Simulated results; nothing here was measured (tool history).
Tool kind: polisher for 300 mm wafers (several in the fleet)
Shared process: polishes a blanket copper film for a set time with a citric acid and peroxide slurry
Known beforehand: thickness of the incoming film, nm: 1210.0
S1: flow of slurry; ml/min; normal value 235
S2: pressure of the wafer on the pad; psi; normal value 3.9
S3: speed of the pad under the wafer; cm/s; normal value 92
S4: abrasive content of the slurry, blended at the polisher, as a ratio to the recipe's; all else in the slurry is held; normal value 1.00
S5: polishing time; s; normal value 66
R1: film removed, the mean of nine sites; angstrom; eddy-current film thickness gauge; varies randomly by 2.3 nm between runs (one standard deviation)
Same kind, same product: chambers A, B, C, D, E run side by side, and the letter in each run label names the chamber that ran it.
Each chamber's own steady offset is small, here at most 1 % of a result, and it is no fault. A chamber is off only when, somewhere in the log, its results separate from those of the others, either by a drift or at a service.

run,hour,S1,S2,S3,S4,S5,R1
# hour 1.3: chamber B: slurry nozzle cleaned
# hour 6.3: chamber A: worn pad replaced by a new one
# hour 7.3: chamber D: worn pad replaced by a new one
1E,9.0,235,3.9,92,1.00,66,2149.8
2C,18.3,235,3.9,92,1.00,66,2106.9
# hour 19.7: chamber C: worn pad replaced by a new one
# hour 24.5: chamber A: slurry blender recalibrated
3A,24.7,235,3.9,92,1.00,66,2115.5
# hour 32.3: chamber E: slurry blender recalibrated
4D,36.4,235,3.9,92,1.00,66,2114.5
# hour 38.4: chamber E: worn pad replaced by a new one
5B,44.4,235,3.9,92,1.00,66,2097.3
# hour 52.6: chamber D: worn pad replaced by a new one
6E,52.8,235,3.9,92,1.00,66,2173.5
# hour 54.6: chamber B: worn pad replaced by a new one
# hour 57.5: chamber A: worn pad replaced by a new one
7D,63.7,205,3.9,92,1.00,86,2751.8
# hour 64.0: chamber C: slurry blender recalibrated
8A,70.7,205,3.9,92,1.00,86,2700.0
# hour 71.7: chamber C: worn pad replaced by a new one
9C,79.6,205,3.9,92,1.00,86,2740.4
# hour 87.5: chamber E: worn pad replaced by a new one
10B,88.6,205,3.9,92,1.00,86,2698.6
11E,93.7,205,3.9,92,1.00,86,2726.3
12D,101.1,235,3.9,114,1.15,66,2730.1
# hour 102.5: chamber D: worn pad replaced by a new one
# hour 104.0: chamber A: worn pad replaced by a new one
# hour 104.2: chamber D: slurry blender recalibrated
13B,106.4,235,3.9,114,1.15,66,2742.9
# hour 108.1: chamber C: slurry nozzle cleaned
# hour 113.3: chamber B: worn pad replaced by a new one
14A,116.7,235,3.9,114,1.15,66,2667.6
# hour 123.9: chamber C: worn pad replaced by a new one
15C,127.5,235,3.9,114,1.15,66,2639.6
16D,136.1,235,3.9,114,1.15,66,2701.0
# hour 137.6: chamber E: worn pad replaced by a new one
17A,142.2,235,3.9,92,1.00,66,2133.3
18E,151.9,235,3.9,92,1.00,66,2100.4
# hour 152.3: chamber A: worn pad replaced by a new one
# hour 158.9: chamber D: worn pad replaced by a new one
19B,160.1,235,3.9,92,1.00,66,2073.8
20C,169.8,235,3.9,92,1.00,66,2120.2
# hour 173.5: chamber B: worn pad replaced by a new one
# hour 177.8: chamber C: worn pad replaced by a new one
# hour 178.5: chamber B: head pressure recalibrated
21D,181.0,235,3.9,92,1.00,66,2176.5
# hour 186.3: chamber E: slurry nozzle cleaned
22C,190.0,235,3.9,92,1.00,66,2144.7
23E,198.2,235,3.9,92,1.00,66,2148.6
# hour 199.7: chamber E: worn pad replaced by a new one
# hour 201.3: chamber B: slurry nozzle cleaned
# hour 205.8: chamber A: worn pad replaced by a new one
24B,208.2,235,3.9,92,1.00,66,2112.1
# hour 212.7: chamber D: worn pad replaced by a new one
25A,213.4,235,3.9,92,1.00,66,2132.8
26D,219.1,235,3.9,92,1.00,66,2120.8
# hour 219.8: chamber E: head pressure recalibrated
27E,225.2,235,3.9,92,1.00,66,2145.4
# hour 228.4: chamber B: worn pad replaced by a new one
# hour 234.7: chamber C: worn pad replaced by a new one
28A,234.9,235,3.9,92,1.00,66,2129.7
# hour 236.1: chamber B: slurry blender recalibrated
29C,243.7,235,3.9,92,1.00,66,2110.6
30B,249.5,235,3.9,92,1.00,66,2141.9
# hour 250.4: chamber E: worn pad replaced by a new one
31E,255.7,235,3.9,92,1.00,66,2157.2

What goes on in this fleet: one chamber off, a drifting gauge, or nothing beyond the chambers' own small offsets? Name the chamber and the cause, if any.

Nothing is wrong: each chamber keeps only its own small, steady offset and the gauge holds still.
